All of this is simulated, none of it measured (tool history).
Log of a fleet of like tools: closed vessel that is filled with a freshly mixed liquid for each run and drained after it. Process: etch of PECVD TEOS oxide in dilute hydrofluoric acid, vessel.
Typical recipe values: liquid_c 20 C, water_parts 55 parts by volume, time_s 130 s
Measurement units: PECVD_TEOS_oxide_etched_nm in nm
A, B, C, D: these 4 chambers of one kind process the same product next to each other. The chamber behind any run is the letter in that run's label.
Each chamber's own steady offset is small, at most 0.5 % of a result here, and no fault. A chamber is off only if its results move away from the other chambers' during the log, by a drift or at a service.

run,hour,liquid_c,water_parts,time_s,hours since the thermometer was replaced,hours since the hydrofluoric acid flow meter was replaced,"read-back film thickness of the PECVD TEOS oxide reference wafer, read on the same gauge (nm)",PECVD_TEOS_oxide_etched_nm
1D,6.7,20,55,130,1556.7,389.9,90.000,26.235
2B,12.3,20,55,130,131.7,487.3,89.976,26.178
3C,19.3,20,55,130,761.2,1365.4,89.951,26.064
4A,25.3,20,55,130,1628.2,607.2,90.014,25.937
5B,32.4,20,55,130,151.8,507.4,89.991,25.979
6A,40.3,20,55,130,1643.2,622.2,89.994,26.087
7C,47.1,20,55,130,789.0,1393.2,90.007,26.214
8D,55.2,20,55,70,1605.2,438.4,90.026,14.062
# hour 55.3: chamber A: hydrofluoric acid flow meter replaced
9D,64.8,20,55,70,1614.8,448.0,89.988,14.097
10C,75.8,20,55,70,817.7,1421.9,90.052,14.027
# hour 79.6: chamber B: hydrofluoric acid flow meter replaced
11A,86.6,20,55,70,1689.5,31.3,89.984,14.058
12B,91.9,20,55,130,211.3,12.4,90.011,25.626
13B,102.2,20,55,130,221.6,22.7,89.985,25.973
14D,113.0,20,55,130,1663.0,496.2,90.040,26.233
15C,123.1,20,55,130,865.0,1469.2,90.013,26.594
# hour 124.5: chamber C: hydrofluoric acid flow meter replaced
16A,129.4,20,55,130,1732.3,74.1,90.018,26.102
17A,136.3,20,55,130,1739.2,81.0,90.071,25.634
18D,143.5,20,55,130,1693.5,526.7,90.038,26.547
19C,152.9,20,55,130,894.8,28.4,90.041,25.691
20B,158.5,20,55,130,277.9,79.0,89.986,25.757
21C,166.4,20,55,130,908.3,41.9,90.023,26.040
22A,176.1,20,55,130,1779.0,120.8,90.017,25.706
23B,186.1,23,70,130,305.5,106.6,89.994,22.707
24D,194.9,23,70,130,1744.9,578.1,89.949,23.818
25D,200.6,23,70,130,1750.6,583.8,90.005,23.968
26B,206.1,23,70,130,325.5,126.6,89.996,22.853
27C,216.6,20,55,130,958.5,92.1,89.994,25.687
28A,222.6,20,55,130,1825.5,167.3,90.014,25.914
29C,229.1,20,55,130,971.0,104.6,90.039,26.180
30A,234.9,20,55,130,1837.8,179.6,89.999,25.939
31D,246.6,20,55,130,1796.6,629.8,89.985,27.780
32B,254.8,20,55,130,374.2,175.3,90.001,25.865
33B,262.3,20,55,130,381.7,182.8,89.997,25.966
34D,270.2,20,55,130,1820.2,653.4,89.980,28.075
35C,276.1,17,55,130,1018.0,151.6,90.047,23.065
36A,287.3,17,55,130,1890.2,232.0,90.006,22.930
37A,298.7,17,55,130,1901.6,243.4,90.030,22.604
38D,310.1,17,55,130,1860.1,693.3,89.993,25.082
39B,316.9,20,55,130,436.3,237.4,89.981,25.872

Does one chamber stand apart from the rest, does the shared gauge drift, or is all well apart from small per-chamber offsets? Give the chamber and the most likely cause, where there is one.

It is chamber D that slowly wanders off from its peers.
Most likely cause: hydrofluoric acid flow above the setpoint (%) = 10.4.
From this log alone, it may not be told apart from: liquid hotter than its thermometer reads (K).

Here are 4 candidates for chamber D's next run, each the usual settings with a change, their results left as question marks. Which one brings its results back in line with what the others give on the usual settings?
In line here means within this much of the mean the other chambers give on the usual settings: PECVD_TEOS_oxide_etched_nm 0.670 nm
40D-1,325.3,20.0,55,155,,,,?
40D-2,325.3,19.5,60,120,,,,?
40D-3,325.3,19.5,55,120,,,,?
40D-4,325.3,20.0,50,130,,,,?

Other chambers, usual settings, mean: PECVD_TEOS_oxide_etched_nm 25.965 nm
run,PECVD_TEOS_oxide_etched_nm
40D-1,34.309
40D-2,23.751
40D-3,26.014
40D-4,31.775
It is 40D-3 that realigns the chamber with its peers.
